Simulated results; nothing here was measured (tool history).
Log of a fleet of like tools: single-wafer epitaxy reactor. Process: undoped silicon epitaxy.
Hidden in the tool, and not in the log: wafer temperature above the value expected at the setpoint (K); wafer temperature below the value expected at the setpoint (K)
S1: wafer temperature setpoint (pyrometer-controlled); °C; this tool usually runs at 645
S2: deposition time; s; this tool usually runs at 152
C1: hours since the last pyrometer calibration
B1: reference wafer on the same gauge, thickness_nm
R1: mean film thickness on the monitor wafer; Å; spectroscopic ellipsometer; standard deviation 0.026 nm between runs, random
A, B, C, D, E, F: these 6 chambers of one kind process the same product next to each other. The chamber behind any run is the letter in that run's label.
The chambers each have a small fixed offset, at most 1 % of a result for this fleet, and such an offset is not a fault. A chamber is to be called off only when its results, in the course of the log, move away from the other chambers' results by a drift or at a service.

{"run": "1F", "hour": 8.7, "S1": 645, "S2": 152, "C1": 371.2, "B1": 20.995, "R1": 229.46}
{"run": "2B", "hour": 15.5, "S1": 645, "S2": 152, "C1": 1909.8, "B1": 20.995, "R1": 228.69}
{"run": "3D", "hour": 22.2, "S1": 645, "S2": 152, "C1": 251.5, "B1": 20.991, "R1": 228.9}
{"run": "4E", "hour": 26.8, "S1": 645, "S2": 152, "C1": 957.1, "B1": 20.986, "R1": 228.6}
{"run": "5C", "hour": 31.4, "S1": 645, "S2": 152, "C1": 1240, "B1": 20.985, "R1": 230.48}
{"run": "6A", "hour": 35.7, "S1": 656, "S2": 173, "C1": 2184.7, "B1": 20.984, "R1": 331.66}
{"run": "7D", "hour": 39.9, "S1": 656, "S2": 173, "C1": 269.2, "B1": 20.983, "R1": 331.19}
{"run": "8F", "hour": 45.2, "S1": 656, "S2": 173, "C1": 407.7, "B1": 20.982, "R1": 331.38}
{"run": "9B", "hour": 52.0, "S1": 656, "S2": 173, "C1": 1946.3, "B1": 20.983, "R1": 328.82}
{"run": "10E", "hour": 60.3, "S1": 656, "S2": 173, "C1": 990.6, "B1": 20.973, "R1": 331.64}
{"run": "11A", "hour": 67.9, "S1": 656, "S2": 173, "C1": 2216.9, "B1": 20.973, "R1": 330.99}
{"run": "12C", "hour": 75.5, "S1": 645, "S2": 152, "C1": 1284.1, "B1": 20.969, "R1": 230.24}
{"run": "13B", "hour": 81.9, "S1": 645, "S2": 152, "C1": 1976.2, "B1": 20.965, "R1": 227.84}
{"run": "14D", "hour": 88.0, "S1": 645, "S2": 152, "C1": 317.3, "B1": 20.964, "R1": 228.15}
{"run": "15E", "hour": 96.7, "S1": 645, "S2": 152, "C1": 1027, "B1": 20.958, "R1": 227.49}
{"run": "16F", "hour": 104.7, "S1": 645, "S2": 152, "C1": 467.2, "B1": 20.961, "R1": 228.76}
{"run": "17C", "hour": 109.6, "S1": 645, "S2": 152, "C1": 1318.2, "B1": 20.955, "R1": 230.26}
{"run": "18A", "hour": 115.7, "S1": 645, "S2": 152, "C1": 2264.7, "B1": 20.96, "R1": 228.54}
{"run": "19F", "hour": 121.3, "S1": 645, "S2": 152, "C1": 483.8, "B1": 20.95, "R1": 228.37}
{"run": "20B", "hour": 129.3, "S1": 645, "S2": 152, "C1": 2023.6, "B1": 20.948, "R1": 228.39}
{"run": "21A", "hour": 138.0, "S1": 638, "S2": 152, "C1": 2287, "B1": 20.941, "R1": 194.64}
{"run": "22E", "hour": 146.5, "S1": 638, "S2": 152, "C1": 1076.8, "B1": 20.935, "R1": 194.71}
{"run": "23D", "hour": 153.9, "S1": 638, "S2": 152, "C1": 383.2, "B1": 20.943, "R1": 194}
{"run": "24C", "hour": 159.4, "S1": 638, "S2": 152, "C1": 1368, "B1": 20.928, "R1": 196.77}
{"run": "25E", "hour": 166.9, "S1": 638, "S2": 152, "C1": 1097.2, "B1": 20.935, "R1": 194.21}
{"run": "26D", "hour": 173.6, "S1": 638, "S2": 152, "C1": 402.9, "B1": 20.927, "R1": 194.33}
{"run": "27C", "hour": 181.1, "S1": 645, "S2": 152, "C1": 1389.7, "B1": 20.926, "R1": 229.89}
{"run": "28B", "hour": 187.7, "S1": 645, "S2": 152, "C1": 2082, "B1": 20.92, "R1": 227.58}
{"run": "29A", "hour": 194.9, "S1": 638, "S2": 167, "C1": 2343.9, "B1": 20.918, "R1": 214.42}
{"run": "30F", "hour": 200.8, "S1": 638, "S2": 167, "C1": 563.3, "B1": 20.926, "R1": 214.76}
{"run": "31F", "hour": 207.3, "S1": 638, "S2": 167, "C1": 569.8, "B1": 20.918, "R1": 215.08}
{"hour": 208.7, "done": "chamber B: pyrometer calibrated"}
{"run": "32C", "hour": 215.7, "S1": 638, "S2": 167, "C1": 1424.3, "B1": 20.92, "R1": 215.86}
{"run": "33B", "hour": 220.7, "S1": 638, "S2": 167, "C1": 12, "B1": 20.915, "R1": 214.49}
{"run": "34E", "hour": 228.0, "S1": 638, "S2": 167, "C1": 1158.3, "B1": 20.912, "R1": 213.61}
{"run": "35D", "hour": 234.5, "S1": 653, "S2": 152, "C1": 463.8, "B1": 20.903, "R1": 271.51}
{"run": "36A", "hour": 241.4, "S1": 653, "S2": 152, "C1": 2390.4, "B1": 20.913, "R1": 271.98}

All 6 chambers run these settings next. Forecast each chamber's results:
{"run": "37A", "hour": 247.9, "S1": 645, "S2": 152, "R1": "?"}
{"run": "37B", "hour": 247.9, "S1": 645, "S2": 152, "R1": "?"}
{"run": "37C", "hour": 247.9, "S1": 645, "S2": 152, "R1": "?"}
{"run": "37D", "hour": 247.9, "S1": 645, "S2": 152, "R1": "?"}
{"run": "37E", "hour": 247.9, "S1": 645, "S2": 152, "R1": "?"}
{"run": "37F", "hour": 247.9, "S1": 645, "S2": 152, "R1": "?"}

run=37A R1=228.14
run=37B R1=227.44
run=37C R1=229.82
run=37D R1=227.01
run=37E R1=227.77
run=37F R1=228.4

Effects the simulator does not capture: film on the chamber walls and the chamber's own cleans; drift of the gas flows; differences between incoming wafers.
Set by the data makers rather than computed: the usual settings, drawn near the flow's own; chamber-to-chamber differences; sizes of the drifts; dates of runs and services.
